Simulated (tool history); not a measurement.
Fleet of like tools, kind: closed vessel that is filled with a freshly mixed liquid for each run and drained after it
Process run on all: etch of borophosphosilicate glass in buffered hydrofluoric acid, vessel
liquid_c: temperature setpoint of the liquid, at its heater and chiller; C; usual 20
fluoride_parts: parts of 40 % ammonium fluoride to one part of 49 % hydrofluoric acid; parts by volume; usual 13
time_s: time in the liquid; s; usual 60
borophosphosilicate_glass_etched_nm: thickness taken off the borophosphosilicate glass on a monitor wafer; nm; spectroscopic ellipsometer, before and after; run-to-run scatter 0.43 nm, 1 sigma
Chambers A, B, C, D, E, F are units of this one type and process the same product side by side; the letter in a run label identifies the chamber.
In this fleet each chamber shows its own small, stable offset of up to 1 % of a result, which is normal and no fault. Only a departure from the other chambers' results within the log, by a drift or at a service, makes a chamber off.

run	hour	liquid_c	fluoride_parts	time_s	read-back film thickness of the borophosphosilicate glass reference wafer, read on the same gauge (nm)	borophosphosilicate_glass_etched_nm
1B	4.8	20	13	60	79.997	64.897
2F	8.9	20	13	60	79.973	66.09
3D	13.2	20	13	60	80.039	66.213
4A	16.9	20	13	60	80.026	66.046
5C	21.5	20	13	60	80.014	66.251
6E	26.8	20	13	60	79.981	66.572
7F	31	20	13	60	79.991	67.043
8A	34.1	20	13	60	80.015	66.204
9E	39.2	20	13	60	80.018	66.813
10D	45.4	20	13	60	79.948	66.356
11B	48.6	20	13	60	80.059	65.958
12C	53.1	20	13	60	80.006	65.042
13B	56.6	20	13	60	80.015	65.389
14E	60.4	20	13	60	79.917	65.844
15A	63.8	20	13	60	80.023	66.472
16F	68.7	20	13	60	79.944	66.356
17D	71.7	20	13	60	80.015	66.064
18C	75.2	20	13	40	79.966	43.224
19F	80.8	20	13	40	79.996	44.203
20B	84	20	13	40	79.984	44.9
21E	88.8	20	13	40	80	44.376
22A	94.1	20	13	40	80.044	44.133
23D	98.3	20	13	40	79.997	44.699
24C	102.4	20	13	60	80.013	65.383
25B	106.7	20	13	60	80.02	67.208
26D	111.1	20	13	60	79.953	66.459
27A	117.3	20	13	60	80.023	65.848
28C	122.7	20	13	80	80.009	86.611
29F	128.2	20	13	80	80.027	88.349
30E	132.2	20	13	80	79.982	88.533
31A	137.6	20	13	80	80.015	87.504
32C	142.9	20	13	80	79.968	87.957
33B	147.8	20	13	80	79.981	92.567
34E	152.2	20	13	60	79.996	66.828
35F	157.5	20	13	60	80.019	66.534
36D	162.6	20	13	60	80.011	66.38
37D	165.7	20	13	60	80.018	66.951
38A	171.8	20	13	60	80.023	66.126
39C	175.2	20	13	60	79.987	65.044
40F	179.7	20	17	60	80.015	50.615
41B	182.6	20	17	60	80.041	54.385

Next, every chamber runs the same settings. What will each give?
42A	187.5	20	13	60		?
42B	187.5	20	13	60		?
42C	187.5	20	13	60		?
42D	187.5	20	13	60		?
42E	187.5	20	13	60		?
42F	187.5	20	13	60		?

run	borophosphosilicate_glass_etched_nm
42A	66.012
42B	71.409
42C	65.065
42D	66.652
42E	65.954
42F	66.616
